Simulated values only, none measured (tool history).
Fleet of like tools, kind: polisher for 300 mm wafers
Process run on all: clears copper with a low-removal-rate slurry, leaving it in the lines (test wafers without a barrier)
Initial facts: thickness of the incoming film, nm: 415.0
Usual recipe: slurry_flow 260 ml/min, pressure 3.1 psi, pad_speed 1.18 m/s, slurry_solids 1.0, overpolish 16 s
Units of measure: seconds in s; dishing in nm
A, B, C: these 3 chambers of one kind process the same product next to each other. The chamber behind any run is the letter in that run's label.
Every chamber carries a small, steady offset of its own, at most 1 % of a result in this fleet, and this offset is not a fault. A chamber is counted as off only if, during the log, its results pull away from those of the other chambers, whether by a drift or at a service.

run,hour,slurry_flow,pressure,pad_speed,slurry_solids,overpolish,wafers polished on this pad,hours since the slurry nozzle was cleaned,hours since the head pressure was calibrated,hours since the slurry blender was calibrated,seconds,dishing
1C,11.6,260,3.1,1.18,1.0,16,219,200.6,278.0,115.5,117.100,38.865
2A,20.8,260,3.1,1.18,1.0,16,1063,448.7,911.9,154.7,116.020,38.947
3B,29.7,260,3.1,1.18,1.0,16,777,442.8,138.4,30.0,117.090,38.014
4C,38.2,260,3.1,1.18,1.0,16,380,227.2,304.6,142.1,116.250,38.094
# hour 43.6: chamber C: slurry blender recalibrated
5B,43.9,260,3.1,1.18,1.0,16,863,457.0,152.6,44.2,116.880,37.762
# hour 46.5: chamber A: worn pad replaced by a new one
# hour 46.7: chamber B: slurry nozzle cleaned
# hour 52.9: chamber A: slurry nozzle cleaned
6A,55.9,260,3.1,1.18,1.0,16,57,3.0,947.0,189.8,113.470,38.210
7C,61.8,260,3.1,1.18,1.0,16,524,250.8,328.2,18.3,114.590,38.692
8A,67.5,215,3.1,1.18,1.0,7,127,14.6,958.6,201.4,118.800,18.374
9B,74.0,215,3.1,1.18,1.0,7,1046,27.3,182.7,74.3,119.660,18.048
10A,80.5,215,3.1,1.18,1.0,7,206,27.6,971.6,214.4,118.530,18.149
11C,92.9,260,3.1,1.18,1.0,16,713,281.9,359.3,49.4,114.420,38.845
12B,105.3,260,3.1,1.18,1.0,16,1236,58.6,214.0,105.6,118.700,38.141
# hour 106.7: chamber C: slurry nozzle cleaned
13A,115.2,260,3.1,1.18,1.0,16,417,62.3,1006.3,249.1,115.770,37.618
14C,124.9,260,3.1,1.18,1.0,16,907,18.2,391.3,81.4,112.730,38.755
15B,133.5,260,3.5,1.18,0.8,16,1407,86.8,242.2,133.8,110.930,40.542
16B,141.2,260,3.5,1.18,0.8,16,1454,94.5,249.9,141.5,110.640,39.936
# hour 146.2: chamber C: worn pad replaced by a new one
17C,148.3,260,3.5,1.18,0.8,16,13,41.6,414.7,104.8,106.090,41.339
18A,160.5,285,4.1,1.18,1.0,16,692,107.6,1051.6,294.4,87.097,49.114
19A,172.8,285,4.1,1.18,1.0,16,767,119.9,1063.9,306.7,86.767,48.962
20B,179.9,285,4.1,1.18,1.0,16,1689,133.2,288.6,180.2,90.242,47.933
# hour 180.1: chamber C: slurry blender recalibrated
21C,192.0,260,3.1,1.18,1.0,16,278,85.3,458.4,12.0,113.510,38.985
# hour 193.6: chamber B: slurry blender recalibrated
22C,200.9,260,3.1,1.18,1.0,16,332,94.2,467.3,20.9,113.680,39.511
23B,208.9,260,3.1,1.18,1.0,16,1865,162.2,317.6,15.4,122.240,36.627
24A,217.6,345,3.1,1.18,1.0,16,1039,164.7,1108.7,351.5,112.780,39.516
25B,228.2,345,3.1,1.18,1.0,16,1982,181.5,336.9,34.7,120.480,37.810
26A,235.7,345,3.1,1.18,1.0,16,1149,182.8,1126.8,369.6,112.370,39.468
27C,244.3,260,3.1,1.18,1.0,16,596,137.6,510.7,64.3,116.060,38.668
# hour 251.0: chamber A: slurry blender recalibrated
28A,251.6,260,3.1,1.18,1.0,16,1245,198.7,1142.7,0.7,113.150,39.421
29C,260.3,260,3.1,1.18,1.0,16,693,153.6,526.7,80.3,114.680,39.167
# hour 264.3: chamber A: worn pad replaced by a new one
30B,268.0,260,2.1,0.80,1.0,16,2224,221.3,376.7,74.5,274.960,17.637
31B,280.6,260,2.1,0.80,1.0,16,2300,233.9,389.3,87.1,272.050,17.716
32C,292.3,260,2.1,0.80,1.0,16,887,185.6,558.7,112.3,247.590,18.937
33A,300.8,260,3.1,1.18,1.0,16,221,247.9,1191.9,49.9,117.110,38.423
34C,311.8,190,3.1,1.18,1.0,9,1005,205.1,578.2,131.8,120.150,22.496
# hour 312.4: chamber C: slurry blender recalibrated
# hour 312.5: chamber C: worn pad replaced by a new one
35A,324.0,190,3.1,1.18,1.0,9,362,271.1,1215.1,73.1,118.740,22.576
36B,331.1,190,3.1,1.18,1.0,9,2607,284.4,439.8,137.6,133.230,20.545
37C,342.8,260,3.1,1.18,1.0,16,184,236.1,609.2,30.4,113.470,39.496
# hour 346.6: chamber C: slurry nozzle cleaned
38B,348.7,260,3.1,1.18,1.0,16,2713,302.0,457.4,155.2,127.340,35.638
39A,359.3,260,3.1,1.18,1.0,16,577,306.4,1250.4,108.4,117.170,38.555
40B,369.2,260,3.1,1.18,1.0,16,2838,322.5,477.9,175.7,125.220,35.312
41A,376.8,260,3.1,1.18,1.0,16,683,323.9,1267.9,125.9,117.250,38.196
# hour 384.5: chamber B: slurry blender recalibrated
42C,385.0,260,3.1,1.18,1.0,16,440,38.4,651.4,72.6,114.910,38.920
43B,392.4,260,3.1,1.18,1.0,16,2979,345.7,501.1,7.9,132.760,34.792

Which is it: a chamber that has drifted or been left off by a service, a gauge drift common to all chambers, or only each chamber's usual small offset? If a chamber is off, name it and its likeliest cause.

One chamber, B, drifts off from the rest bit by bit.
Most likely cause: removal rate lost through wear of the pad, % = 10.5.
With only this log, it may be confused with: head's pressure below its setpoint, %.

Below are 4 candidate recipes for chamber B's next run, each the usual settings with a change, their results shown as question marks. Which of them brings B's results back in line with what the other chambers give on the usual settings?
In line means no further than this from the other chambers' mean on the usual settings: seconds 4.700 s; dishing 1.900 nm
44B-1,401.5,260,2.9,1.12,1.0,16,,,,,?,?
44B-2,401.5,260,3.0,1.16,1.0,16,,,,,?,?
44B-3,401.5,260,3.3,1.24,1.0,16,,,,,?,?
44B-4,401.5,260,3.2,1.20,1.0,16,,,,,?,?

Other chambers, usual settings, mean: seconds 115.400 s; dishing 38.727 nm
run,seconds,dishing
44B-1,147.160,31.231
44B-2,137.280,33.200
44B-3,116.580,38.281
44B-4,124.290,36.228
Change 44B-3 lands the chamber within the allowed miss of the other chambers.
